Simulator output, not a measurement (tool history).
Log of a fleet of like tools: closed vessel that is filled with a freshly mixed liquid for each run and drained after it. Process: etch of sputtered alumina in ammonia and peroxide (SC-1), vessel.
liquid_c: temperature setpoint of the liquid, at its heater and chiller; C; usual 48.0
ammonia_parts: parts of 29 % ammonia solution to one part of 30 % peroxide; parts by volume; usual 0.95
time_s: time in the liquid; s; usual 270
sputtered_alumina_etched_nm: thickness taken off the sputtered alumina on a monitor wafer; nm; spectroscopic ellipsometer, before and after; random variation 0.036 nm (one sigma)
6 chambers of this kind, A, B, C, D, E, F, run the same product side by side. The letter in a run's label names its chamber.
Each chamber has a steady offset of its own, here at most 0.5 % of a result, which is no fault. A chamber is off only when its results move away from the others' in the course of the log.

run,hour,liquid_c,ammonia_parts,time_s,hours since the thermometer was replaced,hours since the ammonia flow meter was replaced,hours since the drum of ammonia solution was connected,"read-back film thickness of the sputtered alumina reference wafer, read on the same gauge (nm)",sputtered_alumina_etched_nm
1E,5.7,48.0,0.95,270,374.6,152.8,92.8,39.969,10.5260
2F,11.5,48.0,0.95,270,180.9,177.6,420.5,39.993,10.4240
3D,15.2,48.0,0.95,270,922.1,493.3,424.0,40.020,10.5750
4A,18.3,48.0,0.95,270,103.8,314.9,313.2,40.011,10.4780
5C,22.6,48.0,0.95,270,611.0,572.7,597.6,40.028,10.3790
6B,25.7,48.0,0.95,270,1346.1,1081.9,87.8,39.985,10.4200
7E,30.8,48.0,0.95,270,399.7,177.9,117.9,40.009,10.5240
8A,37.3,48.0,0.95,270,122.8,333.9,332.2,39.982,10.5300
9D,40.3,42.0,0.95,385,947.2,518.4,449.1,40.009,10.6930
10C,46.5,42.0,0.95,385,634.9,596.6,621.5,40.016,10.6710
11B,53.2,42.0,0.95,385,1373.6,1109.4,115.3,39.990,10.6350
12F,58.7,42.0,0.95,385,228.1,224.8,467.7,39.989,10.5250
13B,62.5,42.0,0.95,385,1382.9,1118.7,124.6,39.997,10.5530
14C,69.0,42.0,0.95,385,657.4,619.1,644.0,40.008,10.6660
15A,74.3,48.0,0.95,270,159.8,370.9,369.2,39.983,10.4920
16D,78.6,48.0,0.95,270,985.5,556.7,487.4,40.011,10.4970
17E,83.5,48.0,0.95,270,452.4,230.6,170.6,40.013,10.5220
18F,88.4,48.0,0.95,270,257.8,254.5,497.4,40.008,10.4620
19C,94.8,48.0,0.95,270,683.2,644.9,669.8,40.003,10.4740
20F,101.7,48.0,0.95,270,271.1,267.8,510.7,40.004,10.5000
21B,105.6,48.0,0.95,270,1426.0,1161.8,167.7,39.987,10.3640
22E,110.8,48.0,0.95,270,479.7,257.9,197.9,40.010,10.4610
23A,114.8,48.0,0.95,270,200.3,411.4,409.7,39.965,10.5750
24D,119.6,48.0,0.95,270,1026.5,597.7,528.4,39.996,10.4890
25F,122.8,51.5,0.95,270,292.2,288.9,531.8,40.005,12.7370
26D,126.9,51.5,0.95,270,1033.8,605.0,535.7,39.987,12.7910
27B,130.7,51.5,0.95,270,1451.1,1186.9,192.8,40.026,12.3630
28C,136.7,51.5,0.95,270,725.1,686.8,711.7,39.993,12.6510
29E,140.7,51.5,0.95,270,509.6,287.8,227.8,39.990,12.7220
30A,147.7,51.5,0.95,270,233.2,444.3,442.6,39.979,12.7330
31E,151.3,48.0,0.95,220,520.2,298.4,238.4,39.992,8.6030
32C,154.5,48.0,0.95,220,742.9,704.6,729.5,39.998,8.4906
33F,160.9,48.0,0.95,220,330.3,327.0,569.9,39.997,8.4917
34B,166.0,48.0,0.95,220,1486.4,1222.2,228.1,39.991,8.2773
35A,172.7,48.0,0.95,220,258.2,469.3,467.6,39.998,8.5071
36D,176.7,48.0,0.95,220,1083.6,654.8,585.5,39.965,8.5484

Next, every chamber runs the same settings. What will each give?
37A,181.7,48.0,0.95,125,,,,,?
37B,181.7,48.0,0.95,125,,,,,?
37C,181.7,48.0,0.95,125,,,,,?
37D,181.7,48.0,0.95,125,,,,,?
37E,181.7,48.0,0.95,125,,,,,?
37F,181.7,48.0,0.95,125,,,,,?

run,sputtered_alumina_etched_nm
37A,4.8329
37B,4.6523
37C,4.8269
37D,4.8514
37E,4.8446
37F,4.8427

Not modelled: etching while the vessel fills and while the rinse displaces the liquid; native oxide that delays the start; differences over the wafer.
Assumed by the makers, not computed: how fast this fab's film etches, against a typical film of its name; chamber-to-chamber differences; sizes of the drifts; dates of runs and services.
